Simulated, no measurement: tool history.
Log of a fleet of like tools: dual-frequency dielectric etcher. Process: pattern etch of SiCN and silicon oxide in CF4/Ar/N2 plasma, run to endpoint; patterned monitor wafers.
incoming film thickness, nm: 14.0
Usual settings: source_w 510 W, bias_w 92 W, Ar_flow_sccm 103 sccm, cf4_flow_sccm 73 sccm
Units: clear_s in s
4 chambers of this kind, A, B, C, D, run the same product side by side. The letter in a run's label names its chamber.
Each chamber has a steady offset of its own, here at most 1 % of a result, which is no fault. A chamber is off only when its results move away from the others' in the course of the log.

run	hour	source_w	bias_w	Ar_flow_sccm	cf4_flow_sccm	clear_s
1A	5.5	510	92	103	73	13.403
2B	10.6	510	92	103	73	13.177
3C	13.7	510	92	103	73	13.317
4D	20.3	510	92	103	73	13.335
5C	25.8	510	92	103	73	13.658
6D	31.5	510	92	103	73	13.248
7B	37.7	510	92	103	73	13.311
8A	43.1	510	92	103	73	13.269
9D	47.6	510	92	103	73	13.175
10A	50.7	510	92	103	87	12.993
11C	55.6	510	92	103	87	13.187
12B	59.6	510	92	103	87	12.953
13B	62.9	510	92	103	87	13.134
# hour 67.7: chamber A: wet clean of the chamber
14D	69.1	510	92	103	73	13.229
15A	72.8	510	92	103	73	13.982
16C	77.0	510	92	103	73	13.702
17C	83.6	510	92	103	73	13.556
18D	90.1	390	92	103	73	16.714
19A	95.4	390	92	103	73	17.605
20B	100.8	390	92	103	73	16.620
21B	106.2	390	92	103	73	16.915
22A	111.2	510	92	103	73	14.084
23C	116.0	510	92	103	86	13.235
24D	120.5	510	92	103	86	12.880
25A	124.7	510	92	103	86	13.485
26C	128.6	510	92	103	86	13.261
27D	134.7	510	92	103	73	13.260
28B	138.5	510	92	103	73	13.027
29B	141.9	510	92	103	73	13.275
30A	148.8	510	92	103	73	14.186
# hour 151.4: chamber C: source power generator calibrated
31C	154.8	510	92	103	73	13.483
32D	158.0	510	92	103	73	13.237
33C	163.5	510	92	103	73	13.448
34B	169.4	510	92	103	73	13.096
35D	176.1	510	92	90	83	12.708
36A	180.2	510	92	90	83	13.506
37B	186.0	510	92	90	83	12.757

What goes on in this fleet: one chamber off, a drifting gauge, or nothing beyond the chambers' own small offsets? Name the chamber and the cause, if any.

A service left chamber A off against the others.
Cause: etch rate under this chamber's usual, % = 4.68.

Here are 4 candidates for chamber A's next run, each the usual settings with a change, their results left as question marks. Which one brings its results back in line with what the others give on the usual settings?
In line means no further than this from the other chambers' mean on the usual settings: clear_s 0.390 s
38A-1	191.1	460	89	105	72	?
38A-2	191.1	510	92	103	98	?
38A-3	191.1	560	95	101	74	?
38A-4	191.1	490	90	104	72	?

The other chambers' mean on the usual settings: clear_s 13.314 s
run	clear_s
38A-1	15.592
38A-2	13.445
38A-3	12.672
38A-4	14.661
38A-2 brings the chamber back in line.
